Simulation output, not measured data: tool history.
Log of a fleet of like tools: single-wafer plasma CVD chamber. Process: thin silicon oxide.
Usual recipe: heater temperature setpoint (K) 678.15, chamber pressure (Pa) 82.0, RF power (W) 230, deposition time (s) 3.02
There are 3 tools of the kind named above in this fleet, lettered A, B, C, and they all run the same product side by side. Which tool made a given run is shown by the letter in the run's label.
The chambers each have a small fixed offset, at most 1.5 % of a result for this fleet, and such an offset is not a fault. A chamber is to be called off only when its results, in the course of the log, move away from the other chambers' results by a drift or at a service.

run	hour	heater temperature setpoint (K)	chamber pressure (Pa)	RF power (W)	deposition time (s)	hours since the last thermocouple change	hours since the last RF generator calibration	hours since the last manometer calibration	read-back reference wafer on the same gauge, thickness_nm	mean film thickness on the monitor wafer (Å)
# hour 4.5: chamber C: capacitance manometer re-zeroed and calibrated
1C	10.1	678.15	82.0	230	3.02	2137.6	156.8	5.7	3.2379	37.939
2A	19.5	678.15	82.0	230	3.02	1348.1	589.7	1459.1	3.2380	37.726
3B	25.5	678.15	82.0	230	3.02	58.8	1416.6	985.0	3.2377	37.610
4B	33.4	678.15	82.0	230	3.02	66.7	1424.5	992.9	3.2395	37.576
5C	43.4	678.15	82.0	230	3.02	2170.9	190.1	39.0	3.2377	37.926
6A	49.0	678.15	82.0	210	3.02	1377.6	619.2	1488.6	3.2354	36.131
7A	54.7	678.15	82.0	210	3.02	1383.3	624.9	1494.3	3.2354	36.054
8B	64.2	678.15	82.0	210	3.02	97.5	1455.3	1023.7	3.2350	35.939
9C	69.0	678.15	75.6	230	3.02	2196.5	215.7	64.6	3.2333	34.784
10A	75.1	678.15	75.6	230	3.02	1403.7	645.3	1514.7	3.2337	34.308
11C	80.6	678.15	75.6	230	3.02	2208.1	227.3	76.2	3.2331	34.865
12B	90.5	678.15	82.0	230	3.02	123.8	1481.6	1050.0	3.2326	37.472
13B	98.8	678.15	82.0	230	3.02	132.1	1489.9	1058.3	3.2325	37.488
14C	106.4	678.15	82.0	230	3.02	2233.9	253.1	102.0	3.2320	37.936
15A	115.7	678.15	82.0	230	3.02	1444.3	685.9	1555.3	3.2309	37.559
16A	122.2	686.15	82.0	215	3.02	1450.8	692.4	1561.8	3.2290	36.121
17B	130.1	686.15	82.0	215	3.02	163.4	1521.2	1089.6	3.2302	36.095
18C	135.6	686.15	82.0	215	3.02	2263.1	282.3	131.2	3.2296	36.568
# hour 143.0: chamber C: thermocouple changed; heater temperature recalibrated
19B	143.8	678.15	82.0	230	3.02	177.1	1534.9	1103.3	3.2287	37.387
20C	149.4	678.15	82.0	230	3.02	6.5	296.1	145.0	3.2272	37.731
21A	158.5	678.15	82.0	250	3.35	1487.1	728.7	1598.1	3.2267	43.232
22B	165.4	678.15	82.0	250	3.35	198.7	1556.5	1124.9	3.2268	43.103
# hour 165.5: chamber B: capacitance manometer re-zeroed and calibrated
23C	174.3	678.15	82.0	250	3.35	31.4	321.0	169.9	3.2245	43.676
24A	180.3	678.15	82.0	195	3.02	1508.9	750.5	1619.9	3.2259	34.619
25C	187.1	678.15	82.0	195	3.02	44.2	333.8	182.7	3.2262	34.877
26A	195.1	678.15	82.0	195	3.02	1523.7	765.3	1634.7	3.2249	34.592
27B	200.5	678.15	82.0	230	3.02	233.8	1591.6	35.1	3.2245	37.310
28C	206.5	678.15	82.0	230	3.02	63.6	353.2	202.1	3.2237	37.836
29B	215.2	678.15	82.0	210	3.02	248.5	1606.3	49.8	3.2238	35.839
30A	222.7	678.15	82.0	210	3.02	1551.3	792.9	1662.3	3.2226	35.935
31B	229.8	678.15	82.0	210	3.02	263.1	1620.9	64.4	3.2208	35.785
32A	239.8	678.15	82.0	230	3.02	1568.4	810.0	1679.4	3.2213	37.491
33C	247.8	678.15	82.0	230	3.02	104.9	394.5	243.4	3.2197	37.802
# hour 252.0: chamber B: RF generator calibrated
34A	256.7	678.15	82.0	230	3.02	1585.3	826.9	1696.3	3.2196	37.436
35B	266.5	678.15	82.0	230	3.02	299.8	14.5	101.1	3.2176	37.392
36C	272.6	678.15	82.0	230	3.02	129.7	419.3	268.2	3.2169	37.646

Decide between three cases: one chamber stands off from its peers, the gauge reading all wafers drifts, or nothing is wrong past each chamber's small offset. Where a chamber is off, say which and what most likely put it there.

None of the chambers is off. What moves is the gauge, dragging all their readings along together.
Cause: gauge reads low (%) = 0.698.

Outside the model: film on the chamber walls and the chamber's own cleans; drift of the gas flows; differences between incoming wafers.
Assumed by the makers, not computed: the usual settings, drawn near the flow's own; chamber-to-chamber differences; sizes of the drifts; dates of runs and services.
